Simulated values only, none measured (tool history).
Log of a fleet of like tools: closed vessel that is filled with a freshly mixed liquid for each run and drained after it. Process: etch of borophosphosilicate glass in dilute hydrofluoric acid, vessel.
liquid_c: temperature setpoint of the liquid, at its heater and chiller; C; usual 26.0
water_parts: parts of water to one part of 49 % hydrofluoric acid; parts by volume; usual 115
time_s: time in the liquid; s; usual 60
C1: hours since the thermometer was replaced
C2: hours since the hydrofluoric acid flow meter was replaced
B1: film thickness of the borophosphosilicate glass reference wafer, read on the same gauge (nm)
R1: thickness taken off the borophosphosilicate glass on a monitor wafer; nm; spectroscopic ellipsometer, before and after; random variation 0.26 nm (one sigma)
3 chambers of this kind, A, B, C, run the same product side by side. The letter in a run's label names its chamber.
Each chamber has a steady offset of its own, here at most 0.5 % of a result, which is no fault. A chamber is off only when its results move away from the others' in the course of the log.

Run 1C, hour 12.1: usual settings; C1 649.6; C2 834.1; B1 80.009. Result: R1 27.352 nm.
Run 2B, hour 19.4: usual settings; C1 405.6; C2 88.1; B1 79.995. Result: R1 27.775 nm.
Run 3A, hour 32.6: usual settings; C1 143.5; C2 132.5; B1 80.019. Result: R1 28.045 nm.
Run 4B, hour 41.9: usual settings; C1 428.1; C2 110.6; B1 80.018. Result: R1 28.226 nm.
Run 5C, hour 52.1: usual settings; C1 689.6; C2 874.1; B1 80.004. Result: R1 27.662 nm.
Run 6A, hour 60.2: usual settings; C1 171.1; C2 160.1; B1 80.020. Result: R1 27.758 nm.
Run 7C, hour 69.1: usual settings; C1 706.6; C2 891.1; B1 79.992. Result: R1 27.896 nm.
Run 8B, hour 77.5: usual settings; C1 463.7; C2 146.2; B1 79.966. Result: R1 28.062 nm.
Run 9A, hour 89.9: usual settings; C1 200.8; C2 189.8; B1 80.007. Result: R1 27.998 nm.
Run 10B, hour 101.2: usual settings; C1 487.4; C2 169.9; B1 79.999. Result: R1 27.851 nm.
Run 11C, hour 107.2: usual settings; C1 744.7; C2 929.2; B1 79.992. Result: R1 27.864 nm.
Run 12A, hour 116.6: usual settings; C1 227.5; C2 216.5; B1 79.983. Result: R1 28.099 nm.
Run 13B, hour 123.0: usual settings; C1 509.2; C2 191.7; B1 79.982. Result: R1 27.964 nm.
Run 14A, hour 129.1: usual settings; C1 240.0; C2 229.0; B1 79.989. Result: R1 27.345 nm.
Run 15C, hour 139.6: usual settings; C1 777.1; C2 961.6; B1 80.013. Result: R1 27.843 nm.
Run 16C, hour 148.0: usual settings; C1 785.5; C2 970.0; B1 79.959. Result: R1 27.576 nm.
Run 17A, hour 155.8: usual settings; C1 266.7; C2 255.7; B1 80.030. Result: R1 28.259 nm.
Run 18B, hour 166.2: usual settings; C1 552.4; C2 234.9; B1 80.003. Result: R1 27.684 nm.
Run 19B, hour 178.6: usual settings; C1 564.8; C2 247.3; B1 80.002. Result: R1 27.897 nm.
Run 20A, hour 187.6: usual settings; C1 298.5; C2 287.5; B1 80.012. Result: R1 27.384 nm.
Run 21C, hour 196.7: usual settings; C1 834.2; C2 1018.7; B1 79.985. Result: R1 27.076 nm.
Run 22A, hour 207.1: usual settings; C1 318.0; C2 307.0; B1 79.974. Result: R1 27.970 nm.
Run 23C, hour 217.1: usual settings; C1 854.6; C2 1039.1; B1 80.001. Result: R1 26.877 nm.
Run 24B, hour 224.2: usual settings but liquid_c 28.5 C, time_s 70 s; C1 610.4; C2 292.9; B1 80.001. Result: R1 35.872 nm.
Run 25C, hour 232.2: usual settings but liquid_c 28.5 C, time_s 70 s; C1 869.7; C2 1054.2; B1 79.971. Result: R1 34.256 nm.
Run 26B, hour 244.4: usual settings but liquid_c 28.5 C, time_s 70 s; C1 630.6; C2 313.1; B1 80.010. Result: R1 35.757 nm.
Run 27A, hour 253.2: usual settings; C1 364.1; C2 353.1; B1 79.974. Result: R1 28.018 nm.
Run 28A, hour 259.5: usual settings; C1 370.4; C2 359.4; B1 79.982. Result: R1 27.959 nm.
Run 29C, hour 267.0: usual settings; C1 904.5; C2 1089.0; B1 79.989. Result: R1 26.240 nm.
Run 30B, hour 278.0: usual settings; C1 664.2; C2 346.7; B1 80.002. Result: R1 27.920 nm.
Run 31A, hour 289.8: usual settings; C1 400.7; C2 389.7; B1 80.011. Result: R1 27.878 nm.
Run 32C, hour 302.1: usual settings; C1 939.6; C2 1124.1; B1 79.997. Result: R1 25.887 nm.

Next, every chamber runs the same settings. What will each give?
Run 33A, hour 311.7: usual settings. Result: R1 ?.
Run 33B, hour 311.7: usual settings. Result: R1 ?.
Run 33C, hour 311.7: usual settings. Result: R1 ?.

run      R1
33A  27.923
33B  27.986
33C  26.055
